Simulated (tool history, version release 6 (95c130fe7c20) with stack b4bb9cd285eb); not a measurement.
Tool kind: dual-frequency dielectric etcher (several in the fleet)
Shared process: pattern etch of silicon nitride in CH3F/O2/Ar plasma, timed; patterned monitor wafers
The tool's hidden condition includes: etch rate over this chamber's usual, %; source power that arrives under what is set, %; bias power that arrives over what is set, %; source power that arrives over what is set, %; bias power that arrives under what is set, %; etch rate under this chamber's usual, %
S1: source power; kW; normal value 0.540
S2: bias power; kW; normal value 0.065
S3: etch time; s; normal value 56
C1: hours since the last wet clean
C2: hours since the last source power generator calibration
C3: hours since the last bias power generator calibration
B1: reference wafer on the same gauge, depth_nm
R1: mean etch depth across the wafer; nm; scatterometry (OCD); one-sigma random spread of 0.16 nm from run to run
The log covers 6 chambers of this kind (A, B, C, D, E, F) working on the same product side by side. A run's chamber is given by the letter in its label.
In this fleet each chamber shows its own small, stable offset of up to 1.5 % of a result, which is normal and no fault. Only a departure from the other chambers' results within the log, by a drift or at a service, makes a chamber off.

| run | hour | S1 | S2 | S3 | C1 | C2 | C3 | B1 | R1 |
|---|---|---|---|---|---|---|---|---|---|
| 1F | 5.8 | 0.540 | 0.065 | 56 | 148.4 | 691.9 | 177.6 | 41.617 | 42.185 |
| 2C | 13.2 | 0.540 | 0.065 | 56 | 337.9 | 1492.9 | 1664.6 | 41.622 | 42.178 |
| 3E | 20.1 | 0.540 | 0.065 | 56 | 398.0 | 488.7 | 269.2 | 41.640 | 42.307 |
| 4A | 24.6 | 0.540 | 0.065 | 56 | 501.7 | 920.0 | 117.9 | 41.605 | 42.379 |
|  | 25.3 | chamber E: wet clean of the chamber |
|  | 28.1 | chamber D: wet clean of the chamber |
| 5B | 30.5 | 0.540 | 0.065 | 56 | 302.4 | 3238.3 | 2535.3 | 41.586 | 42.639 |
| 6D | 33.6 | 0.540 | 0.065 | 56 | 5.5 | 1621.2 | 93.0 | 41.594 | 42.751 |
| 7D | 38.4 | 0.540 | 0.065 | 56 | 10.3 | 1626.0 | 97.8 | 41.612 | 42.773 |
| 8A | 43.6 | 0.540 | 0.065 | 56 | 520.7 | 939.0 | 136.9 | 41.639 | 41.837 |
| 9F | 49.1 | 0.540 | 0.065 | 56 | 191.7 | 735.2 | 220.9 | 41.595 | 41.809 |
| 10E | 55.1 | 0.540 | 0.065 | 56 | 29.8 | 523.7 | 304.2 | 41.581 | 42.108 |
| 11C | 61.6 | 0.540 | 0.065 | 56 | 386.3 | 1541.3 | 1713.0 | 41.597 | 42.413 |
| 12B | 67.4 | 0.540 | 0.065 | 41 | 339.3 | 3275.2 | 2572.2 | 41.591 | 31.244 |
| 13A | 74.5 | 0.540 | 0.065 | 41 | 551.6 | 969.9 | 167.8 | 41.611 | 30.858 |
| 14C | 77.9 | 0.540 | 0.065 | 41 | 402.6 | 1557.6 | 1729.3 | 41.585 | 30.995 |
|  | 80.6 | chamber C: wet clean of the chamber |
| 15B | 83.4 | 0.540 | 0.065 | 41 | 355.3 | 3291.2 | 2588.2 | 41.591 | 31.219 |
| 16F | 88.2 | 0.540 | 0.065 | 41 | 230.8 | 774.3 | 260.0 | 41.562 | 30.371 |
| 17D | 94.9 | 0.540 | 0.065 | 41 | 66.8 | 1682.5 | 154.3 | 41.575 | 31.165 |
|  | 98.7 | chamber A: wet clean of the chamber |
| 18E | 98.9 | 0.540 | 0.065 | 56 | 73.6 | 567.5 | 348.0 | 41.597 | 42.412 |
| 19E | 102.3 | 0.540 | 0.065 | 56 | 77.0 | 570.9 | 351.4 | 41.618 | 42.292 |
| 20B | 107.7 | 0.540 | 0.065 | 56 | 379.6 | 3315.5 | 2612.5 | 41.614 | 42.613 |
| 21A | 113.3 | 0.540 | 0.065 | 56 | 14.7 | 1008.7 | 206.6 | 41.605 | 42.273 |
| 22F | 117.5 | 0.540 | 0.065 | 56 | 260.1 | 803.6 | 289.3 | 41.621 | 41.377 |
| 23C | 123.9 | 0.540 | 0.065 | 56 | 43.4 | 1603.6 | 1775.3 | 41.589 | 42.434 |
| 24D | 127.4 | 0.540 | 0.065 | 56 | 99.3 | 1715.0 | 186.8 | 41.592 | 42.622 |
| 25F | 131.6 | 0.540 | 0.065 | 56 | 274.2 | 817.7 | 303.4 | 41.609 | 41.177 |
| 26A | 136.8 | 0.540 | 0.065 | 56 | 38.2 | 1032.2 | 230.1 | 41.618 | 42.504 |
| 27C | 140.1 | 0.540 | 0.065 | 56 | 59.6 | 1619.8 | 1791.5 | 41.597 | 42.289 |
| 28D | 144.1 | 0.540 | 0.065 | 56 | 116.0 | 1731.7 | 203.5 | 41.587 | 42.854 |
| 29B | 147.6 | 0.540 | 0.065 | 56 | 419.5 | 3355.4 | 2652.4 | 41.608 | 42.530 |
| 30E | 154.7 | 0.540 | 0.065 | 56 | 129.4 | 623.3 | 403.8 | 41.590 | 42.268 |
| 31D | 161.1 | 0.540 | 0.065 | 56 | 133.0 | 1748.7 | 220.5 | 41.600 | 42.512 |
| 32E | 167.0 | 0.540 | 0.065 | 56 | 141.7 | 635.6 | 416.1 | 41.570 | 42.489 |
| 33F | 173.5 | 0.540 | 0.065 | 56 | 316.1 | 859.6 | 345.3 | 41.606 | 40.802 |
| 34A | 180.6 | 0.540 | 0.071 | 56 | 82.0 | 1076.0 | 273.9 | 41.618 | 43.510 |
| 35C | 185.3 | 0.540 | 0.071 | 56 | 104.8 | 1665.0 | 1836.7 | 41.617 | 43.628 |
| 36B | 192.3 | 0.540 | 0.071 | 56 | 464.2 | 3400.1 | 2697.1 | 41.554 | 43.476 |
| 37F | 195.5 | 0.540 | 0.071 | 56 | 338.1 | 881.6 | 367.3 | 41.578 | 41.830 |

Next, all 6 chambers run the settings below, one line each with question marks for the results. What does each chamber give?
| 38A | 200.8 | 0.540 | 0.065 | 56 |  |  |  |  | ? |
| 38B | 200.8 | 0.540 | 0.065 | 56 |  |  |  |  | ? |
| 38C | 200.8 | 0.540 | 0.065 | 56 |  |  |  |  | ? |
| 38D | 200.8 | 0.540 | 0.065 | 56 |  |  |  |  | ? |
| 38E | 200.8 | 0.540 | 0.065 | 56 |  |  |  |  | ? |
| 38F | 200.8 | 0.540 | 0.065 | 56 |  |  |  |  | ? |

| run | R1 |
|---|---|
| 38A | 42.199 |
| 38B | 42.530 |
| 38C | 42.351 |
| 38D | 42.701 |
| 38E | 42.146 |
| 38F | 40.239 |
